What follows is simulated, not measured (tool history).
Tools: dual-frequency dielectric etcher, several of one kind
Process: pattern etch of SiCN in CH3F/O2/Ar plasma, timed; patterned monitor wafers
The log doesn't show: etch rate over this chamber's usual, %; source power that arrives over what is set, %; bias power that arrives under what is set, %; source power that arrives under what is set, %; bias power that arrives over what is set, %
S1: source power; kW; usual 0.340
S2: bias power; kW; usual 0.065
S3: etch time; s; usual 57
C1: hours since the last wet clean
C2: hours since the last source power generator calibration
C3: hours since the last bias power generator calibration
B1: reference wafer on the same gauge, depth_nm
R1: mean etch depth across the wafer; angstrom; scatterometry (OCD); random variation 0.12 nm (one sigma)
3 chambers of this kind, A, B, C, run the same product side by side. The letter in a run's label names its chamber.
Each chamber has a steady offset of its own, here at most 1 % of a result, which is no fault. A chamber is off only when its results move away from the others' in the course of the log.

run	day	S1	S2	S3	C1	C2	C3	B1	R1
1C	0.188	0.340	0.065	57	259.1	2843.9	2975.3	20.619	196.22
2B	0.392	0.340	0.065	57	174.5	78.7	1401.0	20.602	193.28
3A	0.600	0.340	0.065	57	236.7	834.6	3593.7	20.598	195.19
4C	0.754	0.340	0.065	57	272.7	2857.5	2988.9	20.607	193.08
5A	0.979	0.340	0.065	57	245.8	843.7	3602.8	20.572	195.54
6B	1.300	0.340	0.065	57	196.3	100.5	1422.8	20.574	192.69
7C	1.575	0.340	0.065	57	292.4	2877.2	3008.6	20.588	195.50
8A	1.892	0.340	0.065	57	267.7	865.6	3624.7	20.575	192.99
9B	2.179	0.340	0.065	57	217.4	121.6	1443.9	20.643	192.15
10C	2.371	0.340	0.065	57	311.5	2896.3	3027.7	20.575	195.24
11B	2.646	0.340	0.065	57	228.6	132.8	1455.1	20.609	192.47
12A	2.871	0.340	0.065	50	291.2	889.1	3648.2	20.606	171.66
# day 3.038: chamber C: wet clean of the chamber
13C	3.188	0.340	0.065	50	3.7	2915.9	3047.3	20.597	180.07
14A	3.479	0.340	0.065	50	305.8	903.7	3662.8	20.609	172.93
15B	3.662	0.340	0.065	57	253.0	157.2	1479.5	20.608	194.75
16C	3.850	0.340	0.065	57	19.6	2931.8	3063.2	20.581	202.21
17B	4.025	0.340	0.065	57	261.7	165.9	1488.2	20.573	193.22
18A	4.258	0.340	0.065	57	324.5	922.4	3681.5	20.618	194.68
19C	4.458	0.340	0.065	57	34.2	2946.4	3077.8	20.631	204.82
20B	4.617	0.260	0.065	57	275.9	180.1	1502.4	20.600	175.60
21A	4.883	0.260	0.065	57	339.5	937.4	3696.5	20.601	175.63
22B	5.046	0.260	0.065	57	286.2	190.4	1512.7	20.602	177.58
23C	5.233	0.340	0.065	57	52.8	2965.0	3096.4	20.631	202.37
24A	5.446	0.340	0.065	57	353.0	950.9	3710.0	20.610	196.84
25B	5.588	0.340	0.065	57	299.2	203.4	1525.7	20.572	192.46
26A	5.783	0.340	0.065	57	361.1	959.0	3718.1	20.601	193.89
27C	6.046	0.340	0.065	57	72.3	2984.5	3115.9	20.599	202.76

What goes on in this fleet: one chamber off, a drifting gauge, or nothing beyond the chambers' own small offsets? Name the chamber and the cause, if any.

A service left chamber C off against the others.
Cause: etch rate over this chamber's usual, % = 3.97.

Here are 4 candidates for chamber C's next run, each the usual settings with a change, their results left as question marks. Which one brings its results back in line with what the others give on the usual settings?
In line means no further than this from the other chambers' mean on the usual settings: R1 4.00 angstrom
28C-1	6.275	0.340	0.057	57.0					?
28C-2	6.275	0.350	0.066	61.0					?
28C-3	6.275	0.340	0.065	59.5					?
28C-4	6.275	0.270	0.065	57.0					?

The other chambers' mean on the usual settings: R1 194.52 angstrom
run	R1
28C-1	194.16
28C-2	221.16
28C-3	212.25
28C-4	186.66
28C-1 brings the chamber back in line.
